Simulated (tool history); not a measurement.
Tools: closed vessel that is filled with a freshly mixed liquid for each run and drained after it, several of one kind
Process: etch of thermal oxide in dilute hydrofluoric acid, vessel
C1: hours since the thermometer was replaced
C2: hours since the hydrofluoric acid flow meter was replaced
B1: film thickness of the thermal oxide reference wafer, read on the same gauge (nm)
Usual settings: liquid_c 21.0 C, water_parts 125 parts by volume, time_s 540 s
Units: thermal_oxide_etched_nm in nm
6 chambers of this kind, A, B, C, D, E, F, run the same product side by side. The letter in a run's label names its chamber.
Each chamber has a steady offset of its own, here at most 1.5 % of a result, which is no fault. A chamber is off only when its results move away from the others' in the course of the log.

run 1F hour=4.3 | liquid_c=21.0 water_parts=125 time_s=540 | C1=1234.2 C2=786.6 | B1=140.01 | thermal_oxide_etched_nm=17.6180
run 2D hour=11.2 | liquid_c=21.0 water_parts=125 time_s=540 | C1=77.5 C2=1164.7 | B1=140.01 | thermal_oxide_etched_nm=17.5400
run 3C hour=17.1 | liquid_c=21.0 water_parts=125 time_s=540 | C1=151.3 C2=931.1 | B1=140.00 | thermal_oxide_etched_nm=17.5500
run 4E hour=20.4 | liquid_c=21.0 water_parts=125 time_s=540 | C1=989.6 C2=1207.8 | B1=140.00 | thermal_oxide_etched_nm=17.4910
run 5A hour=27.6 | liquid_c=21.0 water_parts=125 time_s=540 | C1=223.2 C2=357.5 | B1=140.00 | thermal_oxide_etched_nm=17.4070
-- hour=29.7 chamber D: hydrofluoric acid flow meter replaced
run 6B hour=31.5 | liquid_c=21.0 water_parts=125 time_s=540 | C1=2330.8 C2=532.7 | B1=139.99 | thermal_oxide_etched_nm=17.4370
run 7F hour=34.9 | liquid_c=21.0 water_parts=125 time_s=540 | C1=1264.8 C2=817.2 | B1=140.00 | thermal_oxide_etched_nm=17.5370
run 8B hour=40.7 | liquid_c=21.0 water_parts=125 time_s=540 | C1=2340.0 C2=541.9 | B1=139.99 | thermal_oxide_etched_nm=17.3840
run 9A hour=44.4 | liquid_c=21.0 water_parts=125 time_s=540 | C1=240.0 C2=374.3 | B1=140.00 | thermal_oxide_etched_nm=17.5830
run 10D hour=47.9 | liquid_c=21.0 water_parts=175 time_s=430 | C1=114.2 C2=18.3 | B1=139.99 | thermal_oxide_etched_nm=9.3435
run 11C hour=54.5 | liquid_c=21.0 water_parts=175 time_s=430 | C1=188.7 C2=968.5 | B1=140.01 | thermal_oxide_etched_nm=9.3879
run 12E hour=60.4 | liquid_c=21.0 water_parts=175 time_s=430 | C1=1029.6 C2=1247.8 | B1=139.99 | thermal_oxide_etched_nm=9.2660
-- hour=64.3 chamber F: thermometer replaced
run 13E hour=64.6 | liquid_c=21.0 water_parts=175 time_s=430 | C1=1033.8 C2=1252.0 | B1=140.01 | thermal_oxide_etched_nm=9.3224
run 14A hour=70.3 | liquid_c=21.0 water_parts=175 time_s=430 | C1=265.9 C2=400.2 | B1=140.00 | thermal_oxide_etched_nm=9.3944
run 15C hour=75.3 | liquid_c=21.0 water_parts=175 time_s=430 | C1=209.5 C2=989.3 | B1=139.98 | thermal_oxide_etched_nm=9.4155
run 16D hour=81.0 | liquid_c=21.0 water_parts=125 time_s=540 | C1=147.3 C2=51.4 | B1=139.99 | thermal_oxide_etched_nm=17.4190
run 17B hour=84.6 | liquid_c=17.5 water_parts=65 time_s=540 | C1=2383.9 C2=585.8 | B1=139.99 | thermal_oxide_etched_nm=30.7650
run 18F hour=90.9 | liquid_c=17.5 water_parts=65 time_s=540 | C1=26.6 C2=873.2 | B1=140.01 | thermal_oxide_etched_nm=30.4310
-- hour=93.2 chamber B: thermometer replaced
run 19E hour=97.5 | liquid_c=17.5 water_parts=65 time_s=540 | C1=1066.7 C2=1284.9 | B1=140.01 | thermal_oxide_etched_nm=30.5010
run 20F hour=103.3 | liquid_c=17.5 water_parts=65 time_s=540 | C1=39.0 C2=885.6 | B1=140.00 | thermal_oxide_etched_nm=30.6570
run 21A hour=108.6 | liquid_c=17.5 water_parts=65 time_s=540 | C1=304.2 C2=438.5 | B1=139.99 | thermal_oxide_etched_nm=31.6400
run 22D hour=112.1 | liquid_c=17.5 water_parts=65 time_s=540 | C1=178.4 C2=82.5 | B1=140.02 | thermal_oxide_etched_nm=30.8450
run 23C hour=117.6 | liquid_c=21.0 water_parts=155 time_s=290 | C1=251.8 C2=1031.6 | B1=139.99 | thermal_oxide_etched_nm=7.3989
run 24B hour=122.4 | liquid_c=21.0 water_parts=155 time_s=290 | C1=29.2 C2=623.6 | B1=140.00 | thermal_oxide_etched_nm=7.2690
-- hour=127.5 chamber C: hydrofluoric acid flow meter replaced
run 25C hour=128.0 | liquid_c=21.0 water_parts=155 time_s=290 | C1=262.2 C2=0.6 | B1=139.99 | thermal_oxide_etched_nm=7.1756
run 26A hour=132.0 | liquid_c=21.0 water_parts=155 time_s=290 | C1=327.6 C2=461.9 | B1=139.99 | thermal_oxide_etched_nm=7.1493
run 27D hour=136.5 | liquid_c=21.0 water_parts=155 time_s=290 | C1=202.8 C2=106.9 | B1=140.00 | thermal_oxide_etched_nm=7.4032
run 28B hour=140.5 | liquid_c=21.0 water_parts=155 time_s=290 | C1=47.3 C2=641.7 | B1=140.01 | thermal_oxide_etched_nm=7.3609
run 29E hour=146.4 | liquid_c=21.0 water_parts=125 time_s=540 | C1=1115.6 C2=1333.8 | B1=140.00 | thermal_oxide_etched_nm=17.5420
run 30F hour=153.3 | liquid_c=21.0 water_parts=125 time_s=540 | C1=89.0 C2=935.6 | B1=140.00 | thermal_oxide_etched_nm=17.6540
run 31D hour=160.2 | liquid_c=21.0 water_parts=125 time_s=540 | C1=226.5 C2=130.6 | B1=140.00 | thermal_oxide_etched_nm=17.3020
run 32C hour=167.2 | liquid_c=21.0 water_parts=125 time_s=540 | C1=301.4 C2=39.8 | B1=140.01 | thermal_oxide_etched_nm=17.3410
run 33F hour=171.9 | liquid_c=21.0 water_parts=125 time_s=540 | C1=107.6 C2=954.2 | B1=140.00 | thermal_oxide_etched_nm=17.4290
run 34E hour=176.1 | liquid_c=21.0 water_parts=125 time_s=540 | C1=1145.3 C2=1363.5 | B1=140.01 | thermal_oxide_etched_nm=17.3200
run 35B hour=182.8 | liquid_c=21.0 water_parts=125 time_s=540 | C1=89.6 C2=684.0 | B1=140.00 | thermal_oxide_etched_nm=17.5380
run 36A hour=187.5 | liquid_c=21.0 water_parts=125 time_s=540 | C1=383.1 C2=517.4 | B1=140.00 | thermal_oxide_etched_nm=16.5270
run 37A hour=193.9 | liquid_c=21.0 water_parts=125 time_s=540 | C1=389.5 C2=523.8 | B1=140.01 | thermal_oxide_etched_nm=16.3180
run 38B hour=199.1 | liquid_c=21.0 water_parts=125 time_s=540 | C1=105.9 C2=700.3 | B1=140.00 | thermal_oxide_etched_nm=17.4090
run 39F hour=204.4 | liquid_c=21.0 water_parts=125 time_s=540 | C1=140.1 C2=986.7 | B1=139.99 | thermal_oxide_etched_nm=17.6430
run 40E hour=208.7 | liquid_c=21.0 water_parts=125 time_s=540 | C1=1177.9 C2=1396.1 | B1=140.00 | thermal_oxide_etched_nm=17.4460
run 41C hour=215.6 | liquid_c=17.0 water_parts=125 time_s=750 | C1=349.8 C2=88.2 | B1=140.00 | thermal_oxide_etched_nm=20.5680
run 42D hour=220.9 | liquid_c=17.0 water_parts=125 time_s=750 | C1=287.2 C2=191.3 | B1=140.00 | thermal_oxide_etched_nm=20.2680
run 43C hour=226.6 | liquid_c=17.0 water_parts=125 time_s=750 | C1=360.8 C2=99.2 | B1=139.99 | thermal_oxide_etched_nm=21.0070

What goes on in this fleet: one chamber off, a drifting gauge, or nothing beyond the chambers' own small offsets? Name the chamber and the cause, if any.

Chamber A drifts away from the others.
Cause: hydrofluoric acid flow below the setpoint (%) = 6.39.
The log may not tell that from: liquid colder than its thermometer reads (K).

Here are 4 candidates for chamber A's next run, each the usual settings with a change, their results left as question marks. Which one brings its results back in line with what the others give on the usual settings?
In line means no further than this from the other chambers' mean on the usual settings: thermal_oxide_etched_nm 0.5100 nm
run 44A-1 hour=231.8 | liquid_c=21.0 water_parts=130 time_s=525 | thermal_oxide_etched_nm=?
run 44A-2 hour=231.8 | liquid_c=21.0 water_parts=125 time_s=605 | thermal_oxide_etched_nm=?
run 44A-3 hour=231.8 | liquid_c=18.0 water_parts=125 time_s=540 | thermal_oxide_etched_nm=?
run 44A-4 hour=231.8 | liquid_c=21.0 water_parts=125 time_s=575 | thermal_oxide_etched_nm=?

The other chambers' mean on the usual settings: thermal_oxide_etched_nm 17.4260 nm
run=44A-1 thermal_oxide_etched_nm=15.1250
run=44A-2 thermal_oxide_etched_nm=18.2440
run=44A-3 thermal_oxide_etched_nm=14.3990
run=44A-4 thermal_oxide_etched_nm=17.3390
44A-4 brings the chamber back in line.
